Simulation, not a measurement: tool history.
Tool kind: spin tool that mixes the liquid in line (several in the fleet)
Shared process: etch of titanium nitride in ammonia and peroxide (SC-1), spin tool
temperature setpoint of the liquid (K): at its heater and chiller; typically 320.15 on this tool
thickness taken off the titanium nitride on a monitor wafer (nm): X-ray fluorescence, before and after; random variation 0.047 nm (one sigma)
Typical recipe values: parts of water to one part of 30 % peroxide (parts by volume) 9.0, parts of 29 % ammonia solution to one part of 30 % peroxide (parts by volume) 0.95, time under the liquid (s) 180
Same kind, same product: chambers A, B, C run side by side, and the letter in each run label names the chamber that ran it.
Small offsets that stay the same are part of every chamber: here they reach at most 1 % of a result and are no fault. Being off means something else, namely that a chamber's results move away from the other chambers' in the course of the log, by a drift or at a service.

run,hour,temperature setpoint of the liquid (K),parts of water to one part of 30 % peroxide (parts by volume),parts of 29 % ammonia solution to one part of 30 % peroxide (parts by volume),time under the liquid (s),hours since the thermometer was replaced,hours since the ammonia flow meter was replaced,hours since the heated supply line was repaired,hours since the drum of ammonia solution was connected,"read-back film thickness of the titanium nitride reference wafer, read on the same gauge (nm)",thickness taken off the titanium nitride on a monitor wafer (nm)
1C,2.1,320.15,9.0,0.95,180,2722.9,1797.2,2372.3,751.5,109.99,7.0283
2A,5.5,320.15,9.0,0.95,180,32.4,1762.1,680.2,660.0,110.00,7.0466
3B,9.5,320.15,9.0,0.95,180,790.9,1395.3,2457.7,219.0,110.01,7.0258
# hour 9.9: chamber C: thermometer replaced
4B,12.5,320.15,9.0,0.95,180,793.9,1398.3,2460.7,222.0,110.03,7.0724
5C,16.2,320.15,9.0,0.95,180,6.3,1811.3,2386.4,765.6,110.00,7.0293
6A,19.8,311.65,12.5,0.95,180,46.7,1776.4,694.5,674.3,110.01,3.2664
7B,22.0,311.65,12.5,0.95,180,803.4,1407.8,2470.2,231.5,110.01,3.1593
8C,25.3,311.65,12.5,0.95,180,15.4,1820.4,2395.5,774.7,109.97,3.1455
9A,27.6,320.15,9.0,0.95,180,54.5,1784.2,702.3,682.1,110.03,7.0921
10A,29.7,320.15,9.0,0.95,180,56.6,1786.3,704.4,684.2,109.99,7.0616
11C,33.7,320.15,9.0,0.95,180,23.8,1828.8,2403.9,783.1,109.98,6.9641
12B,37.9,320.15,9.0,0.95,180,819.3,1423.7,2486.1,247.4,109.98,6.9419
13B,40.4,326.65,9.0,0.95,180,821.8,1426.2,2488.6,249.9,109.97,11.0540
14C,44.3,326.65,9.0,0.95,180,34.4,1839.4,2414.5,793.7,109.98,10.9680
15A,46.8,326.65,9.0,0.95,180,73.7,1803.4,721.5,701.3,110.00,11.1150
16B,49.0,320.15,9.0,0.95,180,830.4,1434.8,2497.2,258.5,110.00,7.0365
17C,52.0,320.15,9.0,0.95,180,42.1,1847.1,2422.2,801.4,110.02,7.0503
18A,56.1,320.15,9.0,0.95,180,83.0,1812.7,730.8,710.6,110.00,7.0411
19A,58.4,320.15,9.0,0.95,180,85.3,1815.0,733.1,712.9,109.99,6.9963
20C,61.9,320.15,9.0,0.95,180,52.0,1857.0,2432.1,811.3,109.97,6.9492
21B,65.9,320.15,9.0,0.95,180,847.3,1451.7,2514.1,275.4,109.98,7.0469
22C,69.3,320.15,9.0,0.95,180,59.4,1864.4,2439.5,818.7,110.02,7.0279
23B,71.3,320.15,9.0,0.95,180,852.7,1457.1,2519.5,280.8,110.00,7.0284
24A,75.0,320.15,9.0,0.95,180,101.9,1831.6,749.7,729.5,109.97,6.8441
25C,78.8,320.15,9.0,0.95,180,68.9,1873.9,2449.0,828.2,109.98,6.9788
26A,83.3,320.15,9.0,0.95,180,110.2,1839.9,758.0,737.8,110.01,6.8218
27B,86.6,320.15,9.0,0.95,180,868.0,1472.4,2534.8,296.1,109.97,7.0452
28C,89.1,320.15,9.0,0.95,180,79.2,1884.2,2459.3,838.5,110.00,7.0097
29A,92.1,320.15,13.5,0.95,180,119.0,1848.7,766.8,746.6,110.02,5.5056
30B,96.0,320.15,13.5,0.95,180,877.4,1481.8,2544.2,305.5,109.97,5.6824
31A,98.1,320.15,13.5,0.95,180,125.0,1854.7,772.8,752.6,110.02,5.4629
32B,102.2,320.15,9.0,0.95,180,883.6,1488.0,2550.4,311.7,110.00,7.0882
33C,105.6,320.15,9.0,0.95,180,95.7,1900.7,2475.8,855.0,109.98,7.0599
34C,110.2,320.15,9.0,0.95,180,100.3,1905.3,2480.4,859.6,109.99,6.9678
35B,114.5,320.15,9.0,0.95,180,895.9,1500.3,2562.7,324.0,110.01,6.9616
36A,116.8,320.15,9.0,0.95,180,143.7,1873.4,791.5,771.3,109.98,6.6436
37B,118.9,320.15,11.5,0.95,180,900.3,1504.7,2567.1,328.4,109.99,6.2218
38C,121.0,320.15,11.5,0.95,180,111.1,1916.1,2491.2,870.4,110.00,6.1277
39A,123.4,320.15,11.5,0.95,180,150.3,1880.0,798.1,777.9,110.01,5.8003
40C,125.4,320.15,9.0,0.95,180,115.5,1920.5,2495.6,874.8,109.98,7.0579
41A,129.1,320.15,9.0,0.95,180,156.0,1885.7,803.8,783.6,110.00,6.5618
42B,131.5,312.15,9.0,0.95,180,912.9,1517.3,2579.7,341.0,109.96,3.9549
43B,135.3,312.15,9.0,0.95,180,916.7,1521.1,2583.5,344.8,109.96,3.8998

Has any chamber moved away from the others, gradually or after a service, or does the common gauge drift, or do the chambers differ only by their own small steady offsets? State the chamber and the most likely cause if one applies.

Chamber A drifts away from the others.
What lies behind it: temperature lost on the way to the wafer (K) = 1.26.
Not necessarily distinguishable in this log from: liquid colder than its thermometer reads (K).

Below are 4 candidate recipes for chamber A's next run, each the usual settings with a change, their results shown as question marks. Which of them brings A's results back in line with what the other chambers give on the usual settings?
A result is in line if it is within this distance of the other chambers' mean on the usual settings: thickness taken off the titanium nitride on a monitor wafer (nm) 0.1600
44A-1,138.6,321.15,9.0,0.95,180,,,,,,?
44A-2,138.6,320.15,8.5,0.95,180,,,,,,?
44A-3,138.6,320.15,9.0,0.95,175,,,,,,?
44A-4,138.6,320.15,9.0,0.95,165,,,,,,?

Other chambers, usual settings, mean: thickness taken off the titanium nitride on a monitor wafer (nm) 7.0147
run,thickness taken off the titanium nitride on a monitor wafer (nm)
44A-1,6.9479
44A-2,6.6519
44A-3,6.2899
44A-4,5.9304
44A-1 brings the chamber back in line.

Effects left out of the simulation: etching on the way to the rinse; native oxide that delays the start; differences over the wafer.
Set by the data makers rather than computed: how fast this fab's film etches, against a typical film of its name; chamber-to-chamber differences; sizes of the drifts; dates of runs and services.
